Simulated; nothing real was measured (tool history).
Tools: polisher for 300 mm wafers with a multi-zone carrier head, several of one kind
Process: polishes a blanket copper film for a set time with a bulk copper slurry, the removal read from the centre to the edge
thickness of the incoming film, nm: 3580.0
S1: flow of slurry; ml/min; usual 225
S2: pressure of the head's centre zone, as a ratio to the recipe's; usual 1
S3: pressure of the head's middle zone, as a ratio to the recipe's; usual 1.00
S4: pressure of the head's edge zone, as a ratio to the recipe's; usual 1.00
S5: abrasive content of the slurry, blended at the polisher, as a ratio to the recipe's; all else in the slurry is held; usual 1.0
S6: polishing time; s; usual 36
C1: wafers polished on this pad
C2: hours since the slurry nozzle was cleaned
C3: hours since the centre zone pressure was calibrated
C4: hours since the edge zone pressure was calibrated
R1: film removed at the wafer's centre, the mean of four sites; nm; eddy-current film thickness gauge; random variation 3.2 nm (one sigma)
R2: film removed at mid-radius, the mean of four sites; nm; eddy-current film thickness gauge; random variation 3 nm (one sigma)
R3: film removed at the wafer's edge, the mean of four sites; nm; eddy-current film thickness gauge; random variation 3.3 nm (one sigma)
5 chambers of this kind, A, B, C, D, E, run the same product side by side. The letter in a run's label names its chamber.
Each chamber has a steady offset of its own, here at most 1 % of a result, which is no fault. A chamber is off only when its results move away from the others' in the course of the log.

| run | hour | S1 | S2 | S3 | S4 | S5 | S6 | C1 | C2 | C3 | C4 | R1 | R2 | R3 |
|---|---|---|---|---|---|---|---|---|---|---|---|---|---|---|
|  | 2.5 | chamber C: worn pad replaced by a new one |
| 1D | 10.3 | 225 | 1 | 1.00 | 1.00 | 1.0 | 36 | 500 | 276.6 | 1110.8 | 157.2 | 383.18 | 393.88 | 378.88 |
|  | 18.6 | chamber A: slurry nozzle cleaned |
| 2E | 22.1 | 225 | 1 | 1.00 | 1.00 | 1.0 | 36 | 484 | 428.9 | 490.8 | 333.3 | 384.74 | 378.40 | 385.84 |
| 3B | 31.5 | 225 | 1 | 1.00 | 1.00 | 1.0 | 36 | 429 | 176.2 | 286.2 | 837.9 | 375.73 | 392.01 | 383.16 |
| 4C | 38.4 | 225 | 1 | 1.00 | 1.00 | 1.0 | 36 | 456 | 118.1 | 1009.3 | 275.4 | 386.66 | 386.35 | 383.85 |
| 5A | 49.2 | 225 | 1 | 1.00 | 1.00 | 1.0 | 36 | 763 | 30.7 | 309.7 | 487.3 | 385.05 | 388.15 | 389.17 |
|  | 54.6 | chamber E: worn pad replaced by a new one |
| 6A | 55.5 | 225 | 1 | 1.08 | 0.91 | 1.0 | 36 | 843 | 37.0 | 316.0 | 493.6 | 390.91 | 407.38 | 370.95 |
|  | 57.1 | chamber E: slurry nozzle cleaned |
|  | 58.3 | chamber C: centre zone pressure recalibrated |
|  | 60.0 | chamber C: worn pad replaced by a new one |
|  | 60.8 | chamber D: worn pad replaced by a new one |
| 7B | 61.3 | 225 | 1 | 1.08 | 0.91 | 1.0 | 36 | 807 | 206.0 | 316.0 | 867.7 | 385.44 | 409.92 | 356.58 |
|  | 64.0 | chamber B: worn pad replaced by a new one |
| 8D | 71.7 | 225 | 1 | 1.08 | 0.91 | 1.0 | 36 | 139 | 338.0 | 1172.2 | 218.6 | 382.49 | 418.52 | 374.38 |
| 9C | 82.1 | 225 | 1 | 1.08 | 0.91 | 1.0 | 36 | 280 | 161.8 | 23.9 | 319.1 | 384.01 | 416.44 | 360.96 |
| 10E | 88.0 | 225 | 1 | 1.08 | 0.91 | 1.0 | 36 | 423 | 31.0 | 556.7 | 399.2 | 384.34 | 409.32 | 362.46 |
| 11B | 98.0 | 225 | 1 | 1.00 | 1.00 | 1.0 | 36 | 431 | 242.7 | 352.7 | 904.4 | 383.49 | 385.65 | 378.62 |
|  | 102.6 | chamber A: worn pad replaced by a new one |
| 12E | 106.0 | 225 | 1 | 1.00 | 1.00 | 1.0 | 36 | 652 | 49.0 | 574.7 | 417.2 | 382.71 | 383.97 | 384.98 |
| 13A | 113.2 | 225 | 1 | 1.00 | 1.00 | 1.0 | 36 | 134 | 94.7 | 373.7 | 551.3 | 381.31 | 387.25 | 391.35 |
|  | 119.6 | chamber C: worn pad replaced by a new one |
| 14D | 123.0 | 225 | 1 | 1.00 | 1.00 | 1.0 | 36 | 789 | 389.3 | 1223.5 | 269.9 | 381.73 | 385.86 | 385.88 |
|  | 124.2 | chamber E: worn pad replaced by a new one |
|  | 125.3 | chamber B: worn pad replaced by a new one |
|  | 130.8 | chamber D: worn pad replaced by a new one |
| 15C | 134.4 | 225 | 1 | 1.00 | 1.00 | 1.0 | 36 | 187 | 214.1 | 76.2 | 371.4 | 378.01 | 390.02 | 378.72 |
| 16A | 143.6 | 225 | 1 | 1.00 | 1.00 | 1.0 | 36 | 520 | 125.1 | 404.1 | 581.7 | 382.43 | 382.17 | 387.57 |
|  | 150.2 | chamber D: slurry nozzle cleaned |
| 17E | 154.6 | 225 | 1 | 1.00 | 1.00 | 1.0 | 36 | 385 | 97.6 | 623.3 | 465.8 | 383.68 | 382.73 | 384.67 |
| 18D | 164.4 | 225 | 1 | 1.00 | 1.00 | 1.0 | 36 | 427 | 14.2 | 1264.9 | 311.3 | 379.09 | 388.13 | 392.45 |
| 19C | 170.1 | 225 | 1 | 1.00 | 1.00 | 1.0 | 36 | 640 | 249.8 | 111.9 | 407.1 | 387.05 | 385.47 | 384.20 |
| 20B | 177.6 | 225 | 1 | 1.00 | 1.00 | 1.0 | 36 | 664 | 322.3 | 432.3 | 984.0 | 387.26 | 389.83 | 378.37 |
| 21D | 185.7 | 225 | 1 | 1.00 | 1.00 | 1.0 | 36 | 697 | 35.5 | 1286.2 | 332.6 | 380.81 | 386.99 | 385.37 |
|  | 186.0 | chamber B: edge zone pressure recalibrated |
|  | 187.3 | chamber C: worn pad replaced by a new one |
|  | 194.7 | chamber E: worn pad replaced by a new one |
|  | 197.0 | chamber B: worn pad replaced by a new one |
| 22A | 197.6 | 225 | 1 | 1.00 | 1.00 | 0.8 | 36 | 1205 | 179.1 | 458.1 | 635.7 | 369.92 | 363.11 | 370.95 |
|  | 199.3 | chamber D: edge zone pressure recalibrated |
| 23E | 202.9 | 225 | 1 | 1.00 | 1.00 | 0.8 | 36 | 105 | 145.9 | 671.6 | 514.1 | 359.30 | 363.43 | 365.25 |
| 24B | 212.6 | 225 | 1 | 1.00 | 1.00 | 0.8 | 36 | 198 | 357.3 | 467.3 | 26.6 | 362.67 | 371.60 | 362.75 |
|  | 214.3 | chamber D: centre zone pressure recalibrated |
|  | 217.3 | chamber D: worn pad replaced by a new one |
| 25C | 219.7 | 225 | 1 | 1.00 | 1.00 | 0.8 | 36 | 411 | 299.4 | 161.5 | 456.7 | 360.81 | 362.51 | 364.81 |
|  | 226.3 | chamber A: worn pad replaced by a new one |
| 26D | 231.4 | 225 | 1 | 1.00 | 1.00 | 0.8 | 36 | 179 | 81.2 | 17.2 | 32.2 | 364.23 | 370.53 | 371.55 |
| 27C | 236.8 | 225 | 1 | 1.00 | 1.00 | 1.0 | 36 | 628 | 316.5 | 178.6 | 473.8 | 384.55 | 383.78 | 383.51 |
| 28E | 246.8 | 225 | 1 | 1.00 | 1.05 | 1.0 | 25 | 662 | 189.8 | 715.5 | 558.0 | 264.01 | 263.62 | 274.33 |
|  | 247.1 | chamber C: worn pad replaced by a new one |
|  | 256.0 | chamber E: worn pad replaced by a new one |
| 29B | 256.3 | 225 | 1 | 1.00 | 1.05 | 1.0 | 25 | 753 | 401.0 | 511.0 | 70.3 | 266.35 | 268.63 | 268.67 |
|  | 258.7 | chamber B: worn pad replaced by a new one |
| 30A | 261.5 | 225 | 1 | 1.00 | 1.05 | 1.0 | 25 | 446 | 243.0 | 522.0 | 699.6 | 268.36 | 268.47 | 276.60 |
| 31E | 270.2 | 225 | 1 | 1.00 | 1.05 | 1.0 | 25 | 180 | 213.2 | 738.9 | 581.4 | 268.54 | 264.04 | 276.42 |
| 32A | 276.5 | 225 | 1 | 1.00 | 1.05 | 1.0 | 25 | 636 | 258.0 | 537.0 | 714.6 | 268.51 | 268.47 | 276.79 |
| 33B | 284.2 | 225 | 1 | 1.00 | 1.00 | 1.0 | 36 | 323 | 428.9 | 538.9 | 98.2 | 375.34 | 386.88 | 378.67 |
|  | 285.8 | chamber D: worn pad replaced by a new one |
| 34C | 289.7 | 225 | 1 | 1.00 | 1.00 | 1.0 | 36 | 540 | 369.4 | 231.5 | 526.7 | 377.38 | 392.68 | 379.04 |
| 35D | 301.4 | 225 | 1 | 1.00 | 1.00 | 1.0 | 36 | 198 | 151.2 | 87.2 | 102.2 | 379.75 | 386.14 | 387.35 |
|  | 312.0 | chamber A: slurry nozzle cleaned |
| 36B | 312.2 | 225 | 1 | 1.00 | 1.00 | 1.0 | 36 | 678 | 456.9 | 566.9 | 126.2 | 382.67 | 384.31 | 383.50 |
| 37D | 319.8 | 225 | 1 | 1.00 | 1.00 | 1.0 | 36 | 431 | 169.6 | 105.6 | 120.6 | 383.50 | 387.39 | 386.09 |
|  | 320.2 | chamber C: worn pad replaced by a new one |
| 38A | 328.8 | 225 | 1 | 1.00 | 1.00 | 1.0 | 36 | 1300 | 16.9 | 589.3 | 766.9 | 387.27 | 379.92 | 384.81 |
| 39C | 334.7 | 225 | 1 | 1.00 | 1.00 | 1.0 | 36 | 183 | 414.4 | 276.5 | 571.7 | 384.74 | 387.26 | 376.61 |

What goes on in this fleet: one chamber off, a drifting gauge, or nothing beyond the chambers' own small offsets? Name the chamber and the cause, if any.

No chamber stands off beyond its own small offset, and the gauge holds steady.
